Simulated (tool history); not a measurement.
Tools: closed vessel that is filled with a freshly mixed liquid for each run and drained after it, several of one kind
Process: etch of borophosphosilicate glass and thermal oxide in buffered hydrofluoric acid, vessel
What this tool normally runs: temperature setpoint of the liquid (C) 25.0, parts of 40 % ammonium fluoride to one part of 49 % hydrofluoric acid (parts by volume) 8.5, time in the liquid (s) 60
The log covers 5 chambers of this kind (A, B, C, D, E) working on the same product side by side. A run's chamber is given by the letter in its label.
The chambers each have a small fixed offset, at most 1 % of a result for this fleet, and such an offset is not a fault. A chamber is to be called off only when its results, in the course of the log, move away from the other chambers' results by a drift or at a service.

run,hour,temperature setpoint of the liquid (C),parts of 40 % ammonium fluoride to one part of 49 % hydrofluoric acid (parts by volume),time in the liquid (s),hours since the thermometer was replaced,hours since the hydrofluoric acid flow meter was replaced,"read-back film thickness of the borophosphosilicate glass reference wafer, read on the same gauge (nm)","read-back film thickness of the thermal oxide reference wafer, read on the same gauge (nm)",thickness taken off the borophosphosilicate glass on a monitor wafer (nm),thickness taken off the thermal oxide on a monitor wafer (nm)
1B,12.0,25.0,8.5,60,347.2,898.9,69.969,50.026,89.096,81.391
2C,25.4,25.0,8.5,60,922.9,390.9,69.990,49.960,89.848,81.777
3E,41.1,25.0,8.5,60,840.5,1313.7,69.979,50.030,91.236,82.221
4A,55.2,25.0,8.5,60,301.5,1114.1,69.994,49.966,89.126,81.367
5D,64.1,25.0,8.5,60,81.5,80.1,70.009,49.997,89.965,82.365
6B,75.3,25.0,8.5,60,410.5,962.2,69.989,49.978,89.157,81.652
7C,83.7,21.0,8.5,60,981.2,449.2,69.984,49.993,72.297,66.464
8A,91.2,21.0,8.5,60,337.5,1150.1,70.029,50.008,72.165,65.017
9E,98.1,21.0,8.5,60,897.5,1370.7,70.041,50.023,72.226,66.064
10D,106.2,21.0,8.5,60,123.6,122.2,69.983,49.996,70.099,66.048
11A,117.8,21.0,8.5,60,364.1,1176.7,69.975,49.995,72.290,65.270
# hour 118.8: chamber B: hydrofluoric acid flow meter replaced
12C,127.9,25.0,8.5,60,1025.4,493.4,70.002,50.027,87.778,83.000
13B,143.1,25.0,8.5,60,478.3,24.4,69.987,50.053,89.113,82.001
14D,157.5,25.0,8.5,60,174.9,173.5,70.039,50.011,88.843,83.143
15E,169.4,25.0,8.5,75,968.8,1442.0,70.015,50.060,110.530,103.100
16A,178.1,25.0,8.5,75,424.4,1237.0,69.972,50.033,110.050,101.420
# hour 179.9: chamber E: hydrofluoric acid flow meter replaced
17C,193.7,25.0,8.5,75,1091.2,559.2,70.010,50.004,114.420,102.870
18E,200.5,25.0,8.5,75,999.9,20.7,69.966,50.025,111.490,103.410
19B,208.2,25.0,8.5,75,543.4,89.5,70.039,49.993,110.370,101.960
20D,220.8,25.0,8.5,60,238.2,236.8,69.968,49.989,90.251,82.602
21C,236.2,25.0,8.5,60,1133.7,601.7,69.978,49.985,90.800,82.331
# hour 238.4: chamber C: hydrofluoric acid flow meter replaced
22D,251.8,25.0,8.5,60,269.2,267.8,70.042,50.007,87.861,82.356
23A,262.9,25.0,8.5,60,509.2,1321.8,70.042,49.986,88.747,81.574
24B,270.7,25.0,8.5,60,605.9,152.0,69.958,50.030,87.533,81.768
25E,281.9,25.0,8.5,60,1081.3,102.1,70.007,49.989,90.596,82.924
26C,289.1,25.0,8.5,60,1186.6,50.7,70.014,50.011,89.533,82.706
27D,298.1,25.0,8.5,60,315.5,314.1,70.062,49.992,90.054,82.753
28E,306.4,25.0,8.5,60,1105.8,126.6,70.025,50.012,89.404,82.353
29B,322.2,25.0,8.5,60,657.4,203.5,69.976,50.000,87.646,81.836
30A,329.3,25.0,8.5,60,575.6,1388.2,70.028,49.956,90.120,81.322
31C,342.6,25.0,8.5,60,1240.1,104.2,69.946,49.988,88.736,82.696
32B,350.0,25.0,8.5,60,685.2,231.3,70.043,50.015,89.252,81.739
33D,362.3,25.0,8.5,60,379.7,378.3,69.996,49.999,89.398,82.805
34E,374.6,25.0,8.5,60,1174.0,194.8,69.954,50.001,88.384,82.537
35A,388.4,25.0,8.5,60,634.7,1447.3,70.044,49.943,89.122,81.072
36C,401.7,25.0,8.5,60,1299.2,163.3,70.026,49.993,90.756,82.378
37E,415.2,25.0,8.5,60,1214.6,235.4,70.014,50.011,89.848,82.362

Decide between three cases: one chamber stands off from its peers, the gauge reading all wafers drifts, or nothing is wrong past each chamber's small offset. Where a chamber is off, say which and what most likely put it there.

The fleet is healthy, with each chamber sitting at its usual small offset and no drift in the gauge.

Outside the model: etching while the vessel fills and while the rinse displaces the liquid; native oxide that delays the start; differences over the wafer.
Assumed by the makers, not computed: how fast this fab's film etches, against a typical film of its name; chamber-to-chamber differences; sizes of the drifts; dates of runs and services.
